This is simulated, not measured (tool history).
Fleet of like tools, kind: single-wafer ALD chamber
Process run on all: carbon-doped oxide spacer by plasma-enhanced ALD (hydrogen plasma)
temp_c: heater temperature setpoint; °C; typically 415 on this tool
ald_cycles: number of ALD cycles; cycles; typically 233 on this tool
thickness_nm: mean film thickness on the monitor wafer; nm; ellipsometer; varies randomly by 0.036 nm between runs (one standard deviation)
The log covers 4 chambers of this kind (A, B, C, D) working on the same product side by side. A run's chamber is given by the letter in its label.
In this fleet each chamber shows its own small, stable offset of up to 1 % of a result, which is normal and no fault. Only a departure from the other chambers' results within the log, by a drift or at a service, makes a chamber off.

run     day  temp_c  ald_cycles  hours since the last thermocouple change  read-back reference wafer on the same gauge, thickness_nm  thickness_nm
 1D   0.512     415         233                                     974.2                                                     9.2020       11.1230
 2A   1.133     415         233                                     402.1                                                     9.1922       11.1270
 3C   1.500     415         233                                    1560.6                                                     9.2007       11.0430
 4B   1.783     415         233                                     827.3                                                     9.1940       11.0230
 5C   2.392     401         202                                    1582.0                                                     9.2013       10.0280
 6D   2.712     401         202                                    1027.0                                                     9.1995       10.0840
 7A   3.329     401         202                                     454.8                                                     9.2028       10.1280
 8B   3.621     401         202                                     871.4                                                     9.2004       10.0250
 9B   4.075     415         233                                     882.3                                                     9.2015       11.0570
10C   4.525     415         233                                    1633.2                                                     9.1957       11.0820
11A   4.858     403         276                                     491.5                                                     9.2007       13.8060
12D   5.308     403         276                                    1089.3                                                     9.2004       13.6550
13D   5.679     403         276                                    1098.2                                                     9.1980       13.6560
14B   5.967     403         276                                     927.7                                                     9.1997       13.5570
15C   6.538     415         233                                    1681.5                                                     9.2002       11.0930
16A   7.004     422         203                                     543.0                                                     9.1988        9.5363
17B   7.383     422         203                                     961.7                                                     9.2049        9.3235
18A   7.883     422         203                                     564.1                                                     9.2015        9.5271
19C   8.208     422         203                                    1721.6                                                     9.1973        9.4403
20D   8.646     415         233                                    1169.4                                                     9.2012       11.0910
21B   9.025     429         213                                    1001.1                                                     9.1981        9.6252
22C   9.504     429         213                                    1752.7                                                     9.1961        9.6894
23A   9.808     429         213                                     610.3                                                     9.2035        9.8134
24D  10.438     429         213                                    1212.4                                                     9.2069        9.7361
25D  11.021     415         233                                    1226.4                                                     9.1924       11.1030
26A  11.667     415         197                                     654.9                                                     9.1986        9.4965
27B  12.254     415         197                                    1078.6                                                     9.2068        9.2868
28C  12.725     415         197                                    1830.0                                                     9.2008        9.3450
29B  13.117     415         197                                    1099.3                                                     9.2026        9.3086
30C  13.717     415         233                                    1853.8                                                     9.1886       11.0550
31A  14.238     415         233                                     716.6                                                     9.2027       11.2270
32D  14.708     415         233                                    1314.9                                                     9.2025       11.1350
33A  15.004     415         233                                     735.0                                                     9.1948       11.1630
34B  15.429     415         233                                    1154.8                                                     9.2016       10.9760
35C  16.042     415         233                                    1909.6                                                     9.1967       11.0930
36D  16.396     415         233                                    1355.4                                                     9.2031       11.0930
37C  16.838     415         233                                    1928.7                                                     9.2008       11.0450
38B  17.242     415         233                                    1198.3                                                     9.1959       10.9940
     17.254  -- chamber D: thermocouple changed; heater temperature recalibrated
39D  17.858     407         213                                      14.5                                                     9.1981       10.4320
40A  18.317     407         213                                     814.5                                                     9.2028       10.4970
41C  18.625     407         213                                    1971.6                                                     9.2037       10.3710
42B  19.262     407         213                                    1246.8                                                     9.1964       10.3560

Is one chamber off against the others, does the gauge drift, or is nothing wrong? If a chamber is off, say which, and what the likeliest cause is.

Nothing is wrong: each chamber keeps only its own small, steady offset and the gauge holds still.

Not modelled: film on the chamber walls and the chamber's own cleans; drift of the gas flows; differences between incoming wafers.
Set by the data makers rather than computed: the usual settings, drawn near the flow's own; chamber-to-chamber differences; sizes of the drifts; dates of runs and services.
